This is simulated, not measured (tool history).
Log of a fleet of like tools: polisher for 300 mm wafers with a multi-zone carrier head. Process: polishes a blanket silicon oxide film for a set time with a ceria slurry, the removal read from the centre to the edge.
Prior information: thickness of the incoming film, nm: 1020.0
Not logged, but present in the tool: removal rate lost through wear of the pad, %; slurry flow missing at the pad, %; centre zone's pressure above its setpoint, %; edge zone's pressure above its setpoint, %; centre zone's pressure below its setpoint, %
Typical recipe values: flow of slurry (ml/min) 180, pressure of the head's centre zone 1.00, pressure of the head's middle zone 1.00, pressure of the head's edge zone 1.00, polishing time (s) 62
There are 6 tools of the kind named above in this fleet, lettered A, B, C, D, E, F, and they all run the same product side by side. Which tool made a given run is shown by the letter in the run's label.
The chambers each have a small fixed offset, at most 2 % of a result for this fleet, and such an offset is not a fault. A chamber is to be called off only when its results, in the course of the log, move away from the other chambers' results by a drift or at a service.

run,hour,flow of slurry (ml/min),pressure of the head's centre zone,pressure of the head's middle zone,pressure of the head's edge zone,polishing time (s),wafers polished on this pad,hours since the slurry nozzle was cleaned,hours since the centre zone pressure was calibrated,hours since the edge zone pressure was calibrated,film removed at the wafer's centre (Å),film removed at mid-radius (Å),film removed at the wafer's edge (Å)
# hour 3.6: chamber F: worn pad replaced by a new one
1D,3.8,180,1.00,1.00,1.00,62,242,357.2,484.0,315.6,3455.5,3563.4,3474.1
2B,5.9,180,1.00,1.00,1.00,62,220,172.9,222.4,498.7,3506.5,3474.2,3563.7
3A,8.9,180,1.00,1.00,1.00,62,174,177.9,263.8,362.2,3499.1,3517.8,3521.5
4F,10.9,180,1.00,1.00,1.00,62,91,474.4,446.3,373.9,3490.7,3440.5,3478.4
# hour 11.0: chamber C: worn pad replaced by a new one
# hour 13.6: chamber F: centre zone pressure recalibrated
5E,13.8,180,1.00,1.00,1.00,62,1477,338.4,295.9,584.2,3428.8,3409.7,3560.9
6C,16.7,180,1.00,0.89,1.00,62,72,560.3,686.9,794.7,3498.0,3206.8,3403.0
# hour 19.0: chamber E: worn pad replaced by a new one
7D,20.5,180,1.00,0.89,1.00,62,451,373.9,500.7,332.3,3441.6,3066.2,3476.8
8A,23.7,180,1.00,0.89,1.00,62,359,192.7,278.6,377.0,3497.8,3186.0,3551.3
9E,27.5,180,1.00,0.89,1.00,62,107,352.1,309.6,597.9,3427.9,3131.4,3520.3
10F,30.0,180,1.00,0.89,1.00,62,329,493.5,16.5,393.0,3520.0,3167.6,3490.9
# hour 34.2: chamber B: edge zone pressure recalibrated
11C,34.2,180,1.00,0.89,1.00,62,290,577.8,704.4,812.2,3553.2,3213.8,3481.4
# hour 36.1: chamber A: worn pad replaced by a new one
12B,37.0,180,1.00,1.00,1.00,62,608,204.0,253.5,2.9,3556.9,3537.7,3525.7
13D,41.1,180,1.00,1.00,1.00,62,708,394.5,521.3,352.9,3500.6,3519.4,3510.0
# hour 41.9: chamber F: slurry nozzle cleaned
14A,44.0,180,1.00,1.00,1.00,62,99,213.0,298.9,397.3,3481.2,3490.8,3556.0
15B,46.6,180,1.00,1.00,1.00,62,728,213.6,263.1,12.5,3486.6,3591.6,3557.0
16E,48.7,180,1.00,1.00,1.00,62,371,373.3,330.8,619.1,3475.3,3439.1,3573.2
17C,52.9,180,1.00,1.00,1.00,62,524,596.5,723.1,830.9,3487.9,3464.4,3486.4
18F,55.4,180,1.00,1.00,1.00,62,647,13.5,41.9,418.4,3512.1,3530.0,3445.4
19A,57.3,180,1.00,1.00,1.00,62,265,226.3,312.2,410.6,3476.2,3531.6,3500.8
# hour 58.3: chamber C: worn pad replaced by a new one
20B,60.1,180,1.00,0.95,0.89,62,897,227.1,276.6,26.0,3437.1,3340.2,3356.9
21D,62.7,180,1.00,0.95,0.89,62,978,416.1,542.9,374.5,3441.4,3365.9,3316.0
22E,67.0,180,1.00,0.95,0.89,62,600,391.6,349.1,637.4,3487.6,3340.5,3323.9
23F,70.0,180,1.00,0.95,0.89,62,829,28.1,56.5,433.0,3478.2,3366.9,3246.8
# hour 70.6: chamber D: worn pad replaced by a new one
24C,73.5,180,1.00,0.95,0.89,62,190,617.1,743.7,851.5,3522.8,3394.3,3294.3
25F,77.7,180,1.00,0.95,0.89,62,925,35.8,64.2,440.7,3492.1,3381.5,3293.1
# hour 78.3: chamber A: worn pad replaced by a new one
26D,81.4,180,1.00,1.00,1.00,62,135,434.8,561.6,393.2,3418.4,3539.8,3491.5
# hour 82.1: chamber F: worn pad replaced by a new one
27C,84.4,180,1.04,1.00,1.00,45,326,628.0,754.6,862.4,2681.2,2497.3,2540.3
28E,87.0,180,1.04,1.00,1.00,45,850,411.6,369.1,657.4,2581.4,2550.5,2589.2
29B,90.4,180,1.04,1.00,1.00,45,1275,257.4,306.9,56.3,2641.7,2576.4,2560.8
30A,92.8,180,1.04,1.00,1.00,45,181,261.8,347.7,446.1,2659.2,2526.5,2541.5
31A,95.8,180,1.04,1.00,1.00,45,218,264.8,350.7,449.1,2619.2,2533.2,2556.7
# hour 99.6: chamber B: worn pad replaced by a new one
32B,100.1,180,1.04,1.00,1.00,45,6,267.1,316.6,66.0,2621.7,2474.2,2570.4
33D,104.1,180,1.00,1.00,1.00,62,418,457.5,584.3,415.9,3443.9,3415.6,3441.9
34C,106.3,180,1.00,1.00,1.00,62,599,649.9,776.5,884.3,3479.4,3530.0,3437.6
35E,108.3,180,1.00,1.00,1.00,62,1116,432.9,390.4,678.7,3381.1,3525.2,3522.0
36F,110.7,180,1.00,1.00,1.00,62,358,68.8,97.2,473.7,3508.5,3512.6,3519.3
37A,113.4,180,1.00,1.00,1.00,62,438,282.4,368.3,466.7,3512.2,3448.7,3544.0
38D,115.8,180,1.00,1.00,1.00,62,564,469.2,596.0,427.6,3483.0,3519.4,3488.2

Read the log: is a single chamber off, either drifting away or since a service, is the gauge that measures every chamber drifting, or is nothing wrong beyond small per-chamber offsets? Name any odd chamber and what most likely caused it.

The fleet is healthy, with each chamber sitting at its usual small offset and no drift in the gauge.
